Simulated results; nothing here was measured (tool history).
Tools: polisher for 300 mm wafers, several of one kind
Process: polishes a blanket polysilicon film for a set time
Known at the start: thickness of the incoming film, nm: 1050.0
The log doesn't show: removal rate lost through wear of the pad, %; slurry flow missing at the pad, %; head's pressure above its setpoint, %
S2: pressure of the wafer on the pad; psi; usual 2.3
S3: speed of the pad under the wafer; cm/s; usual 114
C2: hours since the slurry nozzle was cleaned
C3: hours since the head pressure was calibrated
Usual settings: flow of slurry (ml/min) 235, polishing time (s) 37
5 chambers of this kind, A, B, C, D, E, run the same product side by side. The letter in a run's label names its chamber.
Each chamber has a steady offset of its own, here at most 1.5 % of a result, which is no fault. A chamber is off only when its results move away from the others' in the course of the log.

Run 1A, hour 4.4: usual settings; wafers polished on this pad 1069; C2 318.4; C3 656.4. Result: film removed (nm) 313.64.
At hour 5.7: chamber A: worn pad replaced by a new one.
Run 2D, hour 8.6: usual settings; wafers polished on this pad 323; C2 441.8; C3 95.5. Result: film removed (nm) 327.06.
Run 3E, hour 12.9: usual settings; wafers polished on this pad 928; C2 433.8; C3 664.6. Result: film removed (nm) 321.99.
Run 4B, hour 17.3: usual settings; wafers polished on this pad 610; C2 620.9; C3 125.9. Result: film removed (nm) 317.3.
At hour 19.1: chamber C: worn pad replaced by a new one.
Run 5C, hour 20.9: usual settings but flow of slurry (ml/min) 275; wafers polished on this pad 17; C2 175.3; C3 137.6. Result: film removed (nm) 336.16.
Run 6A, hour 25.8: usual settings but flow of slurry (ml/min) 275; wafers polished on this pad 182; C2 339.8; C3 677.8. Result: film removed (nm) 323.04.
Run 7C, hour 28.8: usual settings but flow of slurry (ml/min) 275; wafers polished on this pad 88; C2 183.2; C3 145.5. Result: film removed (nm) 339.23.
Run 8E, hour 33.7: usual settings but flow of slurry (ml/min) 275; wafers polished on this pad 1117; C2 454.6; C3 685.4. Result: film removed (nm) 330.02.
At hour 34.7: chamber D: worn pad replaced by a new one.
Run 9B, hour 36.5: usual settings but flow of slurry (ml/min) 275; wafers polished on this pad 785; C2 640.1; C3 145.1. Result: film removed (nm) 331.42.
Run 10D, hour 39.9: usual settings; wafers polished on this pad 47; C2 473.1; C3 126.8. Result: film removed (nm) 319.42.
Run 11C, hour 42.6: usual settings; wafers polished on this pad 214; C2 197; C3 159.3. Result: film removed (nm) 329.17.
Run 12B, hour 46: usual settings; wafers polished on this pad 871; C2 649.6; C3 154.6. Result: film removed (nm) 316.91.
At hour 50.1: chamber B: worn pad replaced by a new one.
Run 13A, hour 50.9: usual settings; wafers polished on this pad 410; C2 364.9; C3 702.9. Result: film removed (nm) 321.88.
Run 14D, hour 54.3: usual settings; wafers polished on this pad 178; C2 487.5; C3 141.2. Result: film removed (nm) 322.6.
Run 15E, hour 58.3: usual settings; wafers polished on this pad 1340; C2 479.2; C3 710. Result: film removed (nm) 315.5.
At hour 59.4: chamber E: worn pad replaced by a new one.
Run 16E, hour 63: usual settings; wafers polished on this pad 33; C2 483.9; C3 714.7. Result: film removed (nm) 321.83.
Run 17A, hour 67.1: usual settings; wafers polished on this pad 557; C2 381.1; C3 719.1. Result: film removed (nm) 317.69.
Run 18B, hour 70.5: usual settings; wafers polished on this pad 185; C2 674.1; C3 179.1. Result: film removed (nm) 320.12.
Run 19D, hour 74.7: usual settings but flow of slurry (ml/min) 310, S3 94 cm/s; wafers polished on this pad 363; C2 507.9; C3 161.6. Result: film removed (nm) 276.05.
Run 20C, hour 77.3: usual settings but flow of slurry (ml/min) 310, S3 94 cm/s; wafers polished on this pad 529; C2 231.7; C3 194. Result: film removed (nm) 274.56.
At hour 77.4: chamber A: head pressure recalibrated.
Run 21B, hour 82.1: usual settings but flow of slurry (ml/min) 310, S3 94 cm/s; wafers polished on this pad 290; C2 685.7; C3 190.7. Result: film removed (nm) 269.22.
Run 22D, hour 84.4: usual settings but flow of slurry (ml/min) 310, S3 94 cm/s; wafers polished on this pad 451; C2 517.6; C3 171.3. Result: film removed (nm) 276.04.
Run 23A, hour 89.4: usual settings but flow of slurry (ml/min) 310, S3 94 cm/s; wafers polished on this pad 760; C2 403.4; C3 12.1. Result: film removed (nm) 288.65.
Run 24E, hour 93.5: usual settings; wafers polished on this pad 310; C2 514.4; C3 745.2. Result: film removed (nm) 326.13.
Run 25C, hour 96.3: usual settings; wafers polished on this pad 701; C2 250.7; C3 213. Result: film removed (nm) 324.09.
At hour 99.1: chamber C: slurry nozzle cleaned.
Run 26B, hour 100.2: usual settings; wafers polished on this pad 454; C2 703.8; C3 208.8. Result: film removed (nm) 320.62.
Run 27E, hour 103.3: usual settings; wafers polished on this pad 398; C2 524.2; C3 755. Result: film removed (nm) 325.54.
At hour 104.4: chamber D: worn pad replaced by a new one.
Run 28C, hour 107.5: usual settings; wafers polished on this pad 803; C2 8.4; C3 224.2. Result: film removed (nm) 325.5.
Run 29A, hour 111: usual settings; wafers polished on this pad 956; C2 425; C3 33.7. Result: film removed (nm) 341.29.
At hour 113.7: chamber A: worn pad replaced by a new one.
Run 30D, hour 114.4: usual settings; wafers polished on this pad 91; C2 547.6; C3 201.3. Result: film removed (nm) 324.64.
Run 31A, hour 117.4: usual settings; wafers polished on this pad 33; C2 431.4; C3 40.1. Result: film removed (nm) 340.33.
Run 32C, hour 121.3: usual settings; wafers polished on this pad 928; C2 22.2; C3 238. Result: film removed (nm) 319.25.
Run 33D, hour 124.7: usual settings; wafers polished on this pad 184; C2 557.9; C3 211.6. Result: film removed (nm) 333.74.
Run 34E, hour 129.4: usual settings; wafers polished on this pad 635; C2 550.3; C3 781.1. Result: film removed (nm) 322.29.
At hour 131.3: chamber B: worn pad replaced by a new one.
Run 35B, hour 133.4: usual settings; wafers polished on this pad 19; C2 737; C3 242. Result: film removed (nm) 315.82.
Run 36A, hour 138.3: usual settings; wafers polished on this pad 223; C2 452.3; C3 61. Result: film removed (nm) 341.19.
Run 37B, hour 142.7: usual settings but S3 140 cm/s, polishing time (s) 47; wafers polished on this pad 104; C2 746.3; C3 251.3. Result: film removed (nm) 498.17.

What goes on in this fleet: one chamber off, a drifting gauge, or nothing beyond the chambers' own small offsets? Name the chamber and the cause, if any.

A service left chamber A off against the others.
Cause: head's pressure above its setpoint, % = 6.75.

Here are 4 candidates for chamber A's next run, each the usual settings with a change, their results left as question marks. Which one brings its results back in line with what the others give on the usual settings?
In line means no further than this from the other chambers' mean on the usual settings: film removed (nm) 12
Run 38A-1, hour 146.3: usual settings but S2 2.2 psi, S3 106 cm/s. Result: film removed (nm) ?.
Run 38A-2, hour 146.3: usual settings but S2 2.4 psi, S3 118 cm/s, polishing time (s) 38. Result: film removed (nm) ?.
Run 38A-3, hour 146.3: usual settings but S2 2.2 psi, S3 112 cm/s. Result: film removed (nm) ?.
Run 38A-4, hour 146.3: usual settings but S3 116 cm/s, polishing time (s) 38. Result: film removed (nm) ?.

The other chambers' mean on the usual settings: film removed (nm) 323.15
  run  film removed (nm)
38A-1             303.17
38A-2             377.79
38A-3              320.4
38A-4             356.11
38A-3 brings the chamber back in line.
